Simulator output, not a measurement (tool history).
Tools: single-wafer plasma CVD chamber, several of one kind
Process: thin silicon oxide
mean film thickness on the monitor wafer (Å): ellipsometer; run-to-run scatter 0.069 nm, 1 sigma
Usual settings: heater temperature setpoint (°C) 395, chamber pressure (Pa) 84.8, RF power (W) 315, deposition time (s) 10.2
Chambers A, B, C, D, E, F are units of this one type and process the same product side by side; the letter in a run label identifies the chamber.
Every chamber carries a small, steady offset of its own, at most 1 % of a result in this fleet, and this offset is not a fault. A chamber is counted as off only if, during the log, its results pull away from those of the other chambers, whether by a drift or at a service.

run   hour  heater temperature setpoint (°C)  chamber pressure (Pa)  RF power (W)  deposition time (s)  read-back reference wafer on the same gauge, thickness_nm  mean film thickness on the monitor wafer (Å)
 1D   10.2                               395                   84.8           315                 10.2                                                     14.003                                        152.59
 2E   23.2                               395                   84.8           315                 10.2                                                     13.996                                        149.69
 3C   30.9                               395                   84.8           315                 10.2                                                     13.997                                           151
 4F   42.8                               395                   84.8           315                 10.2                                                     14.023                                        151.59
 5B   49.9                               395                   84.8           315                 10.2                                                     14.003                                        152.13
 6A   57.4                               395                   84.8           315                 10.2                                                     14.008                                        152.23
 7A   66.9                               395                   84.8           315                 10.2                                                     14.004                                        152.27
 8D   80.3                               395                   84.8           280                  8.7                                                     14.014                                        124.28
 9C   87.8                               395                   84.8           280                  8.7                                                     14.019                                        123.06
10E   95.4                               395                   84.8           280                  8.7                                                     13.986                                         122.2
11F  102.9                               395                   84.8           280                  8.7                                                     13.996                                         124.6
12B  112.9                               395                   84.8           280                  8.7                                                     14.001                                        122.91
13E  122.1                               395                   84.8           280                  8.7                                                     13.996                                        123.14
       130  -- chamber C: RF generator calibrated
14C    132                               395                   84.8           315                 10.2                                                     13.994                                        151.08
15A    138                               406                  104.9           315                 10.2                                                     14.014                                         187.6
     140.8  -- chamber A: thermocouple changed; heater temperature recalibrated
     142.8  -- chamber C: capacitance manometer re-zeroed and calibrated
16F  146.3                               406                  104.9           315                 10.2                                                     13.992                                        187.06
17D  155.1                               406                  104.9           315                 10.2                                                     14.003                                        187.68
18B  167.3                               406                  104.9           315                 10.2                                                     14.009                                        188.48
19B  180.1                               406                  104.9           315                 10.2                                                     14.008                                        186.63
20C  191.1                               406                  104.9           315                 10.2                                                     14.004                                        199.18
21F  202.1                               395                   84.8           315                 10.2                                                     13.995                                        153.27
22A  211.5                               395                   84.8           315                 10.2                                                     13.995                                        152.06
23E  221.6                               395                   84.8           315                 10.2                                                     14.007                                         150.2
24D  234.7                               395                   84.8           315                 10.2                                                     13.997                                        152.57
25F  241.8                               395                   84.8           315                 10.2                                                     13.994                                         151.7
26A  251.5                               395                   84.8           315                 10.2                                                     14.013                                        151.46
27B  260.3                               395                   84.8           315                 10.2                                                     14.001                                        151.64
28E  270.3                               395                   84.8           315                 10.2                                                     13.985                                        150.32
29C  279.7                               395                   84.8           315                 10.2                                                     13.992                                        160.12
30D  291.1                               385                   84.8           315                   11                                                     14.002                                        166.07
31F  300.5                               385                   84.8           315                   11                                                         14                                        164.65
     306.6  -- chamber E: thermocouple changed; heater temperature recalibrated
32B  313.7                               385                   84.8           315                   11                                                     14.029                                        164.48
33D  323.3                               385                   84.8           315                   11                                                     13.991                                        165.32
     327.2  -- chamber D: capacitance manometer re-zeroed and calibrated
34E  330.4                               385                   84.8           315                   11                                                     14.002                                        161.82
35A  337.3                               385                   84.8           315                   11                                                     14.005                                        164.35
36C  347.5                               408                   84.8           315                  8.7                                                     13.997                                        135.55
37F  359.1                               408                   84.8           315                  8.7                                                     14.009                                        129.08
38E  365.2                               408                   84.8           315                  8.7                                                     13.981                                        126.06
39D  371.9                               408                   84.8           315                  8.7                                                     13.989                                        128.27
40C  379.8                               408                   84.8           315                  8.7                                                     13.998                                        136.41

Each of the 6 chambers runs these same settings next. Fill in every chamber's results:
41A  389.4                               395                   84.8           290                 10.2                                                                                                        ?
41B  389.4                               395                   84.8           290                 10.2                                                                                                        ?
41C  389.4                               395                   84.8           290                 10.2                                                                                                        ?
41D  389.4                               395                   84.8           290                 10.2                                                                                                        ?
41E  389.4                               395                   84.8           290                 10.2                                                                                                        ?
41F  389.4                               395                   84.8           290                 10.2                                                                                                        ?

run  mean film thickness on the monitor wafer (Å)
41A                                        146.51
41B                                        146.67
41C                                        155.34
41D                                        146.59
41E                                        145.46
41F                                        147.01
